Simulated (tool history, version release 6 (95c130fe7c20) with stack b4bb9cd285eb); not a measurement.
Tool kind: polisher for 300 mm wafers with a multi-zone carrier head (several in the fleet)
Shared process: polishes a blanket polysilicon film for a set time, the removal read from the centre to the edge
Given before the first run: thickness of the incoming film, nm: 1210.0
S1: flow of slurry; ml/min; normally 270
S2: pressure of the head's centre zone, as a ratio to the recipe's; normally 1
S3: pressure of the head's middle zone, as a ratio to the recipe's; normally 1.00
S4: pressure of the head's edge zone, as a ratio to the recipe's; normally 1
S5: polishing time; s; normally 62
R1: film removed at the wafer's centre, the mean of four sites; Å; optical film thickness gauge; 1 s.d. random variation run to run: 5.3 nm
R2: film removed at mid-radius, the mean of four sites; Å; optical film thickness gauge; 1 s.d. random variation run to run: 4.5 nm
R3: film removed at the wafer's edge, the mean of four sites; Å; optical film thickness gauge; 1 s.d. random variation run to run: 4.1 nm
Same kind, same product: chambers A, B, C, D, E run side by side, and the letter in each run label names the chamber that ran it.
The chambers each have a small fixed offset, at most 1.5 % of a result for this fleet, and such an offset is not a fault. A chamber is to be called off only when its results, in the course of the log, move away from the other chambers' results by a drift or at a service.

{"hour": 5.4, "done": "chamber B: worn pad replaced by a new one"}
{"run": "1C", "hour": 8.5, "S1": 270, "S2": 1, "S3": 1.0, "S4": 1, "S5": 62, "R1": 3999.4, "R2": 3986.8, "R3": 4004.9}
{"hour": 12.2, "done": "chamber D: slurry nozzle cleaned"}
{"hour": 17.2, "done": "chamber B: edge zone pressure recalibrated"}
{"run": "2D", "hour": 19.9, "S1": 270, "S2": 1, "S3": 1.0, "S4": 1, "S5": 62, "R1": 4079.1, "R2": 4050.0, "R3": 3941.9}
{"hour": 23.4, "done": "chamber D: worn pad replaced by a new one"}
{"hour": 29.9, "done": "chamber A: slurry nozzle cleaned"}
{"run": "3A", "hour": 31.3, "S1": 270, "S2": 1, "S3": 1.0, "S4": 1, "S5": 62, "R1": 4017.9, "R2": 3970.2, "R3": 4002.4}
{"run": "4E", "hour": 39.9, "S1": 270, "S2": 1, "S3": 1.0, "S4": 1, "S5": 62, "R1": 3886.7, "R2": 3982.9, "R3": 4027.8}
{"hour": 46.4, "done": "chamber E: worn pad replaced by a new one"}
{"run": "5B", "hour": 49.7, "S1": 270, "S2": 1, "S3": 1.0, "S4": 1, "S5": 62, "R1": 4013.9, "R2": 4003.8, "R3": 3952.5}
{"hour": 50.2, "done": "chamber C: worn pad replaced by a new one"}
{"hour": 56.6, "done": "chamber A: centre zone pressure recalibrated"}
{"run": "6A", "hour": 61.6, "S1": 270, "S2": 1, "S3": 1.0, "S4": 1, "S5": 62, "R1": 3968.7, "R2": 3887.5, "R3": 3931.4}
{"hour": 62.5, "done": "chamber A: worn pad replaced by a new one"}
{"run": "7E", "hour": 72.9, "S1": 270, "S2": 1, "S3": 1.0, "S4": 1, "S5": 62, "R1": 3930.0, "R2": 3966.2, "R3": 3895.2}
{"hour": 81.1, "done": "chamber D: worn pad replaced by a new one"}
{"run": "8B", "hour": 84.3, "S1": 270, "S2": 1, "S3": 1.0, "S4": 1, "S5": 62, "R1": 4040.9, "R2": 3971.1, "R3": 4040.8}
{"run": "9D", "hour": 92.2, "S1": 270, "S2": 1, "S3": 1.0, "S4": 1, "S5": 62, "R1": 3984.0, "R2": 4044.5, "R3": 3977.4}
{"hour": 100.3, "done": "chamber B: worn pad replaced by a new one"}
{"run": "10C", "hour": 100.5, "S1": 270, "S2": 1, "S3": 1.0, "S4": 1, "S5": 62, "R1": 4062.5, "R2": 3901.1, "R3": 4056.7}
{"run": "11B", "hour": 112.3, "S1": 270, "S2": 1, "S3": 1.0, "S4": 1, "S5": 62, "R1": 3981.8, "R2": 4124.0, "R3": 4009.5}
{"run": "12C", "hour": 118.0, "S1": 270, "S2": 1, "S3": 1.0, "S4": 1, "S5": 62, "R1": 4041.8, "R2": 3933.2, "R3": 4037.8}
{"hour": 118.6, "done": "chamber E: worn pad replaced by a new one"}
{"hour": 125.4, "done": "chamber C: worn pad replaced by a new one"}
{"run": "13E", "hour": 127.1, "S1": 270, "S2": 1, "S3": 1.0, "S4": 1, "S5": 62, "R1": 3922.9, "R2": 4000.0, "R3": 3971.0}
{"run": "14D", "hour": 136.9, "S1": 270, "S2": 1, "S3": 1.0, "S4": 1, "S5": 62, "R1": 3974.9, "R2": 3996.0, "R3": 3929.6}
{"hour": 147.4, "done": "chamber D: worn pad replaced by a new one"}
{"run": "15A", "hour": 147.6, "S1": 270, "S2": 1, "S3": 1.0, "S4": 1, "S5": 62, "R1": 3969.5, "R2": 3962.8, "R3": 3966.9}
{"run": "16D", "hour": 155.6, "S1": 270, "S2": 1, "S3": 0.94, "S4": 1, "S5": 70, "R1": 4473.6, "R2": 4316.3, "R3": 4409.5}
{"run": "17B", "hour": 162.8, "S1": 270, "S2": 1, "S3": 0.94, "S4": 1, "S5": 70, "R1": 4485.4, "R2": 4253.1, "R3": 4527.6}
{"hour": 167.2, "done": "chamber A: worn pad replaced by a new one"}
{"hour": 172.7, "done": "chamber E: slurry nozzle cleaned"}
{"run": "18C", "hour": 174.4, "S1": 270, "S2": 1, "S3": 0.94, "S4": 1, "S5": 70, "R1": 4582.1, "R2": 4285.1, "R3": 4474.4}
{"hour": 178.1, "done": "chamber E: worn pad replaced by a new one"}
{"run": "19A", "hour": 183.0, "S1": 270, "S2": 1, "S3": 0.94, "S4": 1, "S5": 70, "R1": 4552.8, "R2": 4251.8, "R3": 4417.7}
{"hour": 185.9, "done": "chamber B: worn pad replaced by a new one"}
{"hour": 189.1, "done": "chamber C: worn pad replaced by a new one"}
{"run": "20E", "hour": 190.0, "S1": 270, "S2": 1, "S3": 0.94, "S4": 1, "S5": 70, "R1": 4486.8, "R2": 4246.8, "R3": 4590.6}
{"run": "21C", "hour": 199.1, "S1": 270, "S2": 1, "S3": 1.0, "S4": 1, "S5": 62, "R1": 3919.0, "R2": 4021.9, "R3": 4033.8}
{"hour": 203.1, "done": "chamber D: worn pad replaced by a new one"}
{"run": "22D", "hour": 209.6, "S1": 270, "S2": 1, "S3": 1.0, "S4": 1, "S5": 62, "R1": 3914.1, "R2": 4077.4, "R3": 3924.1}
{"run": "23B", "hour": 217.9, "S1": 310, "S2": 1, "S3": 0.94, "S4": 1, "S5": 62, "R1": 4044.3, "R2": 3879.0, "R3": 3959.6}
{"hour": 228.4, "done": "chamber C: edge zone pressure recalibrated"}
{"run": "24E", "hour": 230.0, "S1": 310, "S2": 1, "S3": 0.94, "S4": 1, "S5": 62, "R1": 4060.9, "R2": 3860.3, "R3": 4072.1}
{"hour": 230.5, "done": "chamber D: slurry nozzle cleaned"}
{"run": "25A", "hour": 236.0, "S1": 310, "S2": 1, "S3": 0.94, "S4": 1, "S5": 62, "R1": 4024.5, "R2": 3821.2, "R3": 3962.4}
{"hour": 236.5, "done": "chamber E: worn pad replaced by a new one"}
{"run": "26D", "hour": 242.4, "S1": 310, "S2": 1, "S3": 0.94, "S4": 1, "S5": 62, "R1": 3984.0, "R2": 3839.4, "R3": 3957.8}
{"run": "27C", "hour": 250.2, "S1": 310, "S2": 1, "S3": 0.94, "S4": 1, "S5": 62, "R1": 4082.6, "R2": 3839.0, "R3": 4012.5}
{"run": "28B", "hour": 261.3, "S1": 270, "S2": 1, "S3": 1.0, "S4": 1, "S5": 62, "R1": 4031.4, "R2": 3937.0, "R3": 4005.4}
{"hour": 261.6, "done": "chamber C: slurry nozzle cleaned"}
{"hour": 262.1, "done": "chamber C: worn pad replaced by a new one"}
{"hour": 272.2, "done": "chamber D: worn pad replaced by a new one"}
{"run": "29E", "hour": 272.5, "S1": 270, "S2": 1, "S3": 1.0, "S4": 1, "S5": 62, "R1": 4007.0, "R2": 4103.3, "R3": 4074.4}
{"run": "30A", "hour": 279.9, "S1": 270, "S2": 1, "S3": 1.0, "S4": 1, "S5": 62, "R1": 3987.7, "R2": 3921.8, "R3": 3942.0}
{"hour": 280.2, "done": "chamber A: worn pad replaced by a new one"}
{"run": "31B", "hour": 288.9, "S1": 270, "S2": 1, "S3": 1.0, "S4": 1, "S5": 62, "R1": 4025.9, "R2": 3987.5, "R3": 3964.0}
{"run": "32D", "hour": 299.5, "S1": 270, "S2": 1, "S3": 0.9, "S4": 1, "S5": 62, "R1": 3969.3, "R2": 3646.3, "R3": 3970.9}
{"run": "33A", "hour": 305.7, "S1": 270, "S2": 1, "S3": 0.9, "S4": 1, "S5": 62, "R1": 3930.9, "R2": 3585.4, "R3": 4079.6}
{"run": "34C", "hour": 312.1, "S1": 270, "S2": 1, "S3": 0.9, "S4": 1, "S5": 62, "R1": 4054.8, "R2": 3598.7, "R3": 4091.0}
{"hour": 313.2, "done": "chamber E: worn pad replaced by a new one"}
{"run": "35E", "hour": 320.8, "S1": 270, "S2": 1, "S3": 0.9, "S4": 1, "S5": 62, "R1": 4008.3, "R2": 3631.2, "R3": 4008.0}
{"run": "36D", "hour": 327.3, "S1": 270, "S2": 1, "S3": 0.9, "S4": 1, "S5": 62, "R1": 3940.1, "R2": 3707.4, "R3": 3978.3}

Is one chamber off against the others, does the gauge drift, or is nothing wrong? If a chamber is off, say which, and what the likeliest cause is.

No chamber is off and the gauge is stable; the differences are just each chamber's small, constant offset.
